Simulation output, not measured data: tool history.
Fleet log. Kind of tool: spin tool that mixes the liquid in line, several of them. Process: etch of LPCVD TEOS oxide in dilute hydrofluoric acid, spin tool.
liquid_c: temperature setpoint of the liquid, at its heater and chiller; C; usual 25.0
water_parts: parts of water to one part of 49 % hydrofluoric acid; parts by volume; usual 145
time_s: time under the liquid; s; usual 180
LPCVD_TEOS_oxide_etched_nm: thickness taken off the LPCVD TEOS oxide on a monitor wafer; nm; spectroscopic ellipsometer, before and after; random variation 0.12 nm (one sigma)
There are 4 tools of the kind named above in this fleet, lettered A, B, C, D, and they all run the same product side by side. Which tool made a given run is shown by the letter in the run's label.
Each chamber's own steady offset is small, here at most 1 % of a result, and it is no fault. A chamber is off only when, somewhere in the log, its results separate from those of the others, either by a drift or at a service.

run   hour  liquid_c  water_parts  time_s  read-back film thickness of the LPCVD TEOS oxide reference wafer, read on the same gauge (nm)  LPCVD_TEOS_oxide_etched_nm
 1A    3.0      25.0          145     180                                                                                         140.03                      20.623
 2C    6.3      25.0          145     180                                                                                         139.99                      20.865
 3D   10.6      25.0          145     180                                                                                         139.98                      20.554
 4B   15.7      25.0          145     180                                                                                         139.99                      20.379
 5B   20.7      25.0          145     180                                                                                         139.99                      20.664
 6C   25.2      25.0          145     180                                                                                         140.03                      20.919
 7A   30.0      25.0          145     180                                                                                         139.99                      20.523
 8D   33.7      25.0          145     180                                                                                         139.99                      20.412
 9A   36.8      25.0          145     180                                                                                         140.02                      20.598
10B   39.9      25.0          145     180                                                                                         139.99                      20.556
11D   45.3      25.0          145     180                                                                                         140.01                      20.665
12C   50.2      25.0          145     180                                                                                         140.03                      20.669
13D   54.0      25.0          145     180                                                                                         140.02                      20.359
14B   56.9      25.0          145     180                                                                                         140.03                      20.453
15C   61.9      25.0          145     180                                                                                         139.99                      20.650
16A   66.3      25.0          145     180                                                                                         140.01                      20.370
17A   72.2      25.0          145     180                                                                                         139.97                      20.420
18C   77.8      25.0          145     180                                                                                         140.01                      20.767
19D   81.1      25.0          145     180                                                                                         139.95                      20.604
20B   84.2      25.0          145     180                                                                                         139.99                      20.588
21D   89.1      25.0          145     180                                                                                         140.04                      20.512
22A   93.5      25.0          145     180                                                                                         139.96                      20.525
23C   99.0      25.0          145     180                                                                                         140.00                      20.708
24B  101.9      28.0          105     180                                                                                         140.00                      33.042
25D  105.5      28.0          105     180                                                                                         140.01                      34.142
26C  110.9      28.0          105     180                                                                                         140.02                      33.639
27B  113.6      28.0          105     180                                                                                         140.03                      33.601
28A  117.3      25.0          145     180                                                                                         139.97                      20.711
29C  120.2      28.5          145     215                                                                                         139.99                      28.171
30D  123.8      28.5          145     215                                                                                         140.01                      27.935
31A  128.6      28.5          145     215                                                                                         140.01                      27.850
32B  134.0      28.5          145     215                                                                                         139.99                      27.890
33A  136.9      25.0          145     180                                                                                         140.02                      20.543
34D  139.8      25.0          145     180                                                                                         140.03                      20.458
35B  144.3      27.0           95     180                                                                                         139.98                      35.537
36C  149.1      27.0           95     180                                                                                         139.99                      36.358
37C  153.0      27.0           95     180                                                                                         140.02                      36.675
38D  156.9      27.0           95     180                                                                                         140.04                      36.489
39A  161.4      25.0          145     180                                                                                         140.01                      20.426
40B  165.8      29.5          185     180                                                                                         140.00                      18.166
41C  169.1      29.5          185     180                                                                                         140.01                      18.293
42A  172.1      29.5          185     180                                                                                         140.03                      18.145
43D  174.6      29.5          185     180                                                                                         139.99                      18.110
44B  179.3      25.0          145     180                                                                                         140.02                      20.490

Next, every chamber runs the same settings. What will each give?
45A  183.6      25.0          145     135                                                                                                                          ?
45B  183.6      25.0          145     135                                                                                                                          ?
45C  183.6      25.0          145     135                                                                                                                          ?
45D  183.6      25.0          145     135                                                                                                                          ?

run  LPCVD_TEOS_oxide_etched_nm
45A                      15.507
45B                      15.505
45C                      15.437
45D                      15.405
